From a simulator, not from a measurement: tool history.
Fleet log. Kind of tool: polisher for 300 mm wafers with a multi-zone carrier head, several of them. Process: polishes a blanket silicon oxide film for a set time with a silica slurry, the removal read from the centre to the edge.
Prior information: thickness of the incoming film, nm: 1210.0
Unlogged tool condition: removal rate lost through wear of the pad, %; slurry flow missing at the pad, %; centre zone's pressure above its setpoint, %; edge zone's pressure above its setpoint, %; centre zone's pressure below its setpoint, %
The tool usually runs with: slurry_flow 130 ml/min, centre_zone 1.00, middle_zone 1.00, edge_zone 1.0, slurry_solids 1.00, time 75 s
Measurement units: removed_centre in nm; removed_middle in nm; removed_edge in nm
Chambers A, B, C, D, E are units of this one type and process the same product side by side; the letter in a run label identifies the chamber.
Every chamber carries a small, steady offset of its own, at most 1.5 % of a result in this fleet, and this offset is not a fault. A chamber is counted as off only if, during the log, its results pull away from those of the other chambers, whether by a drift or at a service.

| run | hour | slurry_flow | centre_zone | middle_zone | edge_zone | slurry_solids | time | wafers polished on this pad | hours since the slurry nozzle was cleaned | hours since the centre zone pressure was calibrated | hours since the edge zone pressure was calibrated | removed_centre | removed_middle | removed_edge |
|---|---|---|---|---|---|---|---|---|---|---|---|---|---|---|
| 1A | 4.1 | 130 | 1.00 | 1.00 | 1.0 | 1.00 | 75 | 138 | 673.1 | 50.3 | 162.4 | 254.52 | 255.87 | 250.50 |
| 2C | 8.8 | 130 | 1.00 | 1.00 | 1.0 | 1.00 | 75 | 216 | 243.5 | 1237.5 | 939.1 | 255.88 | 247.43 | 248.82 |
| 3E | 11.3 | 130 | 1.00 | 1.00 | 1.0 | 1.00 | 75 | 208 | 331.5 | 172.2 | 1115.5 | 252.94 | 259.09 | 257.60 |
| 4B | 15.7 | 130 | 1.00 | 1.00 | 1.0 | 1.00 | 75 | 186 | 264.4 | 772.4 | 1385.6 | 254.21 | 257.51 | 247.54 |
| 5D | 20.7 | 130 | 1.00 | 1.00 | 1.0 | 1.00 | 75 | 435 | 201.2 | 115.6 | 114.3 | 251.38 | 257.32 | 254.94 |
|  | 21.0 | chamber B: edge zone pressure recalibrated |
|  | 21.3 | chamber D: worn pad replaced by a new one |
| 6E | 25.8 | 130 | 1.00 | 1.00 | 1.0 | 1.00 | 75 | 283 | 346.0 | 186.7 | 1130.0 | 255.41 | 255.94 | 253.43 |
| 7B | 31.0 | 130 | 1.00 | 1.00 | 1.0 | 0.70 | 75 | 265 | 279.7 | 787.7 | 10.0 | 210.17 | 220.03 | 210.89 |
| 8D | 34.5 | 130 | 1.00 | 1.00 | 1.0 | 0.70 | 75 | 68 | 215.0 | 129.4 | 128.1 | 211.55 | 214.39 | 209.30 |
| 9C | 38.3 | 130 | 1.00 | 1.00 | 1.0 | 0.70 | 75 | 369 | 273.0 | 1267.0 | 968.6 | 214.31 | 211.05 | 214.08 |
| 10A | 41.3 | 130 | 1.00 | 1.00 | 1.0 | 0.70 | 75 | 331 | 710.3 | 87.5 | 199.6 | 211.61 | 212.35 | 210.25 |
| 11C | 44.7 | 130 | 1.00 | 1.00 | 1.0 | 0.70 | 75 | 402 | 279.4 | 1273.4 | 975.0 | 209.39 | 210.69 | 213.06 |
| 12D | 47.8 | 130 | 1.00 | 1.00 | 1.0 | 1.00 | 75 | 137 | 228.3 | 142.7 | 141.4 | 250.27 | 251.74 | 244.95 |
| 13A | 51.0 | 130 | 1.11 | 0.94 | 1.0 | 1.00 | 75 | 382 | 720.0 | 97.2 | 209.3 | 284.78 | 238.75 | 253.12 |
| 14E | 53.5 | 130 | 1.11 | 0.94 | 1.0 | 1.00 | 75 | 427 | 373.7 | 214.4 | 1157.7 | 283.64 | 240.43 | 246.68 |
| 15B | 57.4 | 130 | 1.11 | 0.94 | 1.0 | 1.00 | 75 | 402 | 306.1 | 814.1 | 36.4 | 293.36 | 240.15 | 249.98 |
| 16E | 61.6 | 130 | 1.11 | 0.94 | 1.0 | 1.00 | 75 | 469 | 381.8 | 222.5 | 1165.8 | 281.95 | 240.10 | 261.31 |
| 17D | 65.9 | 130 | 1.11 | 0.94 | 1.0 | 1.00 | 75 | 231 | 246.4 | 160.8 | 159.5 | 281.09 | 238.71 | 252.69 |
| 18A | 69.4 | 130 | 1.00 | 1.00 | 1.0 | 1.00 | 75 | 477 | 738.4 | 115.6 | 227.7 | 252.58 | 248.42 | 251.45 |
|  | 72.7 | chamber E: slurry nozzle cleaned |
| 19C | 74.4 | 130 | 1.00 | 1.00 | 1.0 | 1.00 | 75 | 556 | 309.1 | 1303.1 | 1004.7 | 254.95 | 250.02 | 254.80 |
| 20B | 78.4 | 130 | 1.00 | 1.06 | 0.9 | 1.00 | 75 | 511 | 327.1 | 835.1 | 57.4 | 253.42 | 261.56 | 234.85 |
| 21A | 80.7 | 130 | 1.00 | 1.06 | 0.9 | 1.00 | 75 | 536 | 749.7 | 126.9 | 239.0 | 253.07 | 262.85 | 233.64 |
|  | 80.9 | chamber B: worn pad replaced by a new one |
| 22C | 84.1 | 130 | 1.00 | 1.06 | 0.9 | 1.00 | 75 | 606 | 318.8 | 1312.8 | 1014.4 | 250.33 | 265.60 | 235.73 |
| 23D | 87.8 | 130 | 1.00 | 1.06 | 0.9 | 1.00 | 75 | 345 | 268.3 | 182.7 | 181.4 | 249.27 | 265.04 | 234.51 |
| 24B | 92.4 | 130 | 1.00 | 1.06 | 0.9 | 1.00 | 75 | 59 | 341.1 | 849.1 | 71.4 | 255.80 | 258.72 | 240.07 |
|  | 93.0 | chamber A: worn pad replaced by a new one |
| 25E | 97.6 | 130 | 1.00 | 1.00 | 1.0 | 1.00 | 75 | 656 | 25.0 | 258.5 | 1201.8 | 258.49 | 251.49 | 255.10 |
| 26E | 101.5 | 130 | 1.00 | 1.00 | 1.0 | 1.00 | 75 | 676 | 28.9 | 262.4 | 1205.7 | 249.76 | 253.76 | 255.20 |
| 27C | 106.0 | 110 | 1.00 | 1.00 | 1.0 | 1.00 | 67 | 720 | 340.7 | 1334.7 | 1036.3 | 215.90 | 214.86 | 218.80 |
|  | 108.6 | chamber D: worn pad replaced by a new one |
| 28A | 110.4 | 110 | 1.00 | 1.00 | 1.0 | 1.00 | 67 | 90 | 779.4 | 156.6 | 268.7 | 214.72 | 212.97 | 218.50 |
| 29B | 113.6 | 110 | 1.00 | 1.00 | 1.0 | 1.00 | 67 | 169 | 362.3 | 870.3 | 92.6 | 220.19 | 217.55 | 218.94 |
| 30D | 116.1 | 110 | 1.00 | 1.00 | 1.0 | 1.00 | 67 | 39 | 296.6 | 211.0 | 209.7 | 221.96 | 223.73 | 215.26 |
|  | 117.0 | chamber A: slurry nozzle cleaned |
| 31B | 121.3 | 110 | 1.00 | 1.00 | 1.0 | 1.00 | 67 | 209 | 370.0 | 878.0 | 100.3 | 213.92 | 215.11 | 219.61 |
| 32A | 124.3 | 130 | 0.91 | 1.00 | 1.0 | 0.75 | 75 | 162 | 7.3 | 170.5 | 282.6 | 193.92 | 215.78 | 213.98 |
| 33D | 127.2 | 130 | 0.91 | 1.00 | 1.0 | 0.75 | 75 | 96 | 307.7 | 222.1 | 220.8 | 197.18 | 220.72 | 215.93 |
| 34E | 130.3 | 130 | 0.91 | 1.00 | 1.0 | 0.75 | 75 | 825 | 57.7 | 291.2 | 1234.5 | 200.97 | 221.45 | 215.42 |

Does one chamber stand apart from the rest, does the shared gauge drift, or is all well apart from small per-chamber offsets? Give the chamber and the most likely cause, where there is one.

No chamber is off and the gauge is stable; the differences are just each chamber's small, constant offset.
